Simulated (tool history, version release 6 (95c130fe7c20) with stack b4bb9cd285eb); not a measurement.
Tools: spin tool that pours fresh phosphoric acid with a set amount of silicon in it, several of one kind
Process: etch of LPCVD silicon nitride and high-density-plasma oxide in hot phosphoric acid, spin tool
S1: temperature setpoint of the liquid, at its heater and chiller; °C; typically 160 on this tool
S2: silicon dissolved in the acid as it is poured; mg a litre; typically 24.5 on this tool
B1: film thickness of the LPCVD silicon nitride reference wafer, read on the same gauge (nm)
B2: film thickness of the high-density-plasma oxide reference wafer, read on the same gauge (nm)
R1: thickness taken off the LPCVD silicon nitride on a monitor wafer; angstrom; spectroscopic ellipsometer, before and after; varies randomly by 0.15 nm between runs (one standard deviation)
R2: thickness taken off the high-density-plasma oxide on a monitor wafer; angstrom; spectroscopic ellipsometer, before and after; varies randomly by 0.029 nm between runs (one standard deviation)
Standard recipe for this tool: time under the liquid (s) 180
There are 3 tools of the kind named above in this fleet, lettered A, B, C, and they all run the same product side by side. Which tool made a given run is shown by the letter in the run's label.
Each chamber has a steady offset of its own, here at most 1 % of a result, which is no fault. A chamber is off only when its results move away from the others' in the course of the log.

run 1A hour=13.3 | S1=160 S2=24.5 time_under_the_liquid_(s)=180 | B1=100.010 B2=69.973 | R1=167.98 R2=4.5563
run 2C hour=22.9 | S1=160 S2=24.5 time_under_the_liquid_(s)=180 | B1=100.010 B2=69.996 | R1=169.22 R2=4.6856
run 3B hour=34.1 | S1=160 S2=24.5 time_under_the_liquid_(s)=180 | B1=99.995 B2=70.020 | R1=169.26 R2=4.2588
run 4B hour=43.7 | S1=160 S2=24.5 time_under_the_liquid_(s)=180 | B1=100.010 B2=69.998 | R1=166.74 R2=4.1329
run 5A hour=53.4 | S1=160 S2=24.5 time_under_the_liquid_(s)=180 | B1=99.988 B2=69.991 | R1=163.11 R2=4.7953
run 6C hour=59.7 | S1=160 S2=24.5 time_under_the_liquid_(s)=180 | B1=100.000 B2=69.997 | R1=164.82 R2=4.3343
run 7B hour=70.6 | S1=160 S2=24.5 time_under_the_liquid_(s)=180 | B1=100.020 B2=69.988 | R1=165.08 R2=4.4819
run 8C hour=80.8 | S1=160 S2=24.5 time_under_the_liquid_(s)=230 | B1=100.000 B2=70.007 | R1=211.83 R2=5.7589
run 9A hour=91.0 | S1=160 S2=24.5 time_under_the_liquid_(s)=230 | B1=100.010 B2=69.980 | R1=213.23 R2=5.9425
run 10C hour=100.0 | S1=160 S2=24.5 time_under_the_liquid_(s)=230 | B1=99.990 B2=69.984 | R1=208.62 R2=5.8514
run 11B hour=106.3 | S1=160 S2=24.5 time_under_the_liquid_(s)=180 | B1=100.010 B2=70.012 | R1=168.63 R2=4.4384
run 12A hour=113.1 | S1=160 S2=24.5 time_under_the_liquid_(s)=180 | B1=100.020 B2=70.003 | R1=168.85 R2=4.5299
run 13C hour=122.8 | S1=160 S2=24.5 time_under_the_liquid_(s)=180 | B1=99.994 B2=70.012 | R1=164.59 R2=4.4206
run 14B hour=131.1 | S1=160 S2=24.5 time_under_the_liquid_(s)=180 | B1=100.010 B2=69.995 | R1=170.44 R2=4.9021
run 15A hour=142.8 | S1=160 S2=24.5 time_under_the_liquid_(s)=235 | B1=100.000 B2=70.001 | R1=219.53 R2=6.2015
run 16B hour=149.1 | S1=160 S2=24.5 time_under_the_liquid_(s)=235 | B1=100.000 B2=70.007 | R1=218.96 R2=5.7921
run 17A hour=161.9 | S1=160 S2=24.5 time_under_the_liquid_(s)=235 | B1=100.020 B2=70.011 | R1=219.41 R2=5.8798
run 18C hour=175.0 | S1=160 S2=24.5 time_under_the_liquid_(s)=180 | B1=99.994 B2=69.984 | R1=166.07 R2=4.3232
run 19B hour=181.0 | S1=160 S2=24.5 time_under_the_liquid_(s)=180 | B1=100.020 B2=69.996 | R1=171.83 R2=4.6616
run 20C hour=192.7 | S1=160 S2=24.5 time_under_the_liquid_(s)=180 | B1=100.010 B2=70.009 | R1=166.90 R2=4.1375
run 21A hour=199.3 | S1=160 S2=24.5 time_under_the_liquid_(s)=180 | B1=99.994 B2=69.992 | R1=166.00 R2=4.2101
run 22A hour=208.0 | S1=160 S2=24.5 time_under_the_liquid_(s)=180 | B1=99.992 B2=70.014 | R1=167.67 R2=4.7607
run 23C hour=215.9 | S1=160 S2=24.5 time_under_the_liquid_(s)=180 | B1=99.987 B2=69.991 | R1=166.78 R2=4.3561
run 24B hour=222.4 | S1=160 S2=24.5 time_under_the_liquid_(s)=180 | B1=100.010 B2=69.994 | R1=172.11 R2=4.7938
run 25C hour=233.4 | S1=160 S2=24.5 time_under_the_liquid_(s)=180 | B1=99.979 B2=69.993 | R1=163.86 R2=4.7868
run 26A hour=240.4 | S1=160 S2=24.5 time_under_the_liquid_(s)=180 | B1=99.977 B2=70.003 | R1=167.08 R2=3.9752
run 27B hour=249.2 | S1=162 S2=42.0 time_under_the_liquid_(s)=180 | B1=99.983 B2=69.995 | R1=186.72 R2=2.4979
run 28A hour=260.5 | S1=162 S2=42.0 time_under_the_liquid_(s)=180 | B1=99.995 B2=69.972 | R1=180.30 R2=2.1750
-- hour=266.6 chamber A: dissolved silicon flow meter replaced
run 29B hour=268.0 | S1=162 S2=42.0 time_under_the_liquid_(s)=180 | B1=100.010 B2=69.991 | R1=186.15 R2=2.4742
run 30C hour=274.0 | S1=160 S2=24.5 time_under_the_liquid_(s)=180 | B1=100.010 B2=69.988 | R1=167.80 R2=4.1399
run 31B hour=283.8 | S1=160 S2=24.5 time_under_the_liquid_(s)=180 | B1=99.998 B2=70.002 | R1=174.77 R2=5.4889
run 32A hour=291.9 | S1=160 S2=24.5 time_under_the_liquid_(s)=180 | B1=100.010 B2=69.994 | R1=166.10 R2=3.8743
run 33C hour=298.8 | S1=160 S2=24.5 time_under_the_liquid_(s)=180 | B1=99.999 B2=70.002 | R1=164.79 R2=4.4828
run 34B hour=310.8 | S1=160 S2=24.5 time_under_the_liquid_(s)=180 | B1=99.995 B2=69.992 | R1=175.87 R2=5.0446
run 35C hour=317.8 | S1=160 S2=24.5 time_under_the_liquid_(s)=180 | B1=99.972 B2=69.994 | R1=165.53 R2=4.1931

Does one chamber stand apart from the rest, does the shared gauge drift, or is all well apart from small per-chamber offsets? Give the chamber and the most likely cause, where there is one.

It is chamber B that slowly wanders off from its peers.
Most likely cause: liquid hotter than its thermometer reads (K) = 1.71.

Here are 4 candidates for chamber B's next run, each the usual settings with a change, their results left as question marks. Which one brings its results back in line with what the others give on the usual settings?
In line means no further than this from the other chambers' mean on the usual settings: R1 5.10 angstrom; R2 1.0000 angstrom
run 36B-1 hour=327.3 | S1=160 S2=23.0 time_under_the_liquid_(s)=190 | R1=? R2=?
run 36B-2 hour=327.3 | S1=160 S2=27.5 time_under_the_liquid_(s)=160 | R1=? R2=?
run 36B-3 hour=327.3 | S1=160 S2=21.5 time_under_the_liquid_(s)=200 | R1=? R2=?
run 36B-4 hour=327.3 | S1=160 S2=26.0 time_under_the_liquid_(s)=170 | R1=? R2=?

Average result of the remaining chambers running the usual settings: R1 166.69 angstrom; R2 4.5607 angstrom
run=36B-1 R1=187.04 R2=5.7553
run=36B-2 R1=157.51 R2=4.1651
run=36B-3 R1=196.89 R2=6.3422
run=36B-4 R1=167.35 R2=4.6667
The answer is 36B-4, which returns the chamber to within the allowed miss of the others.
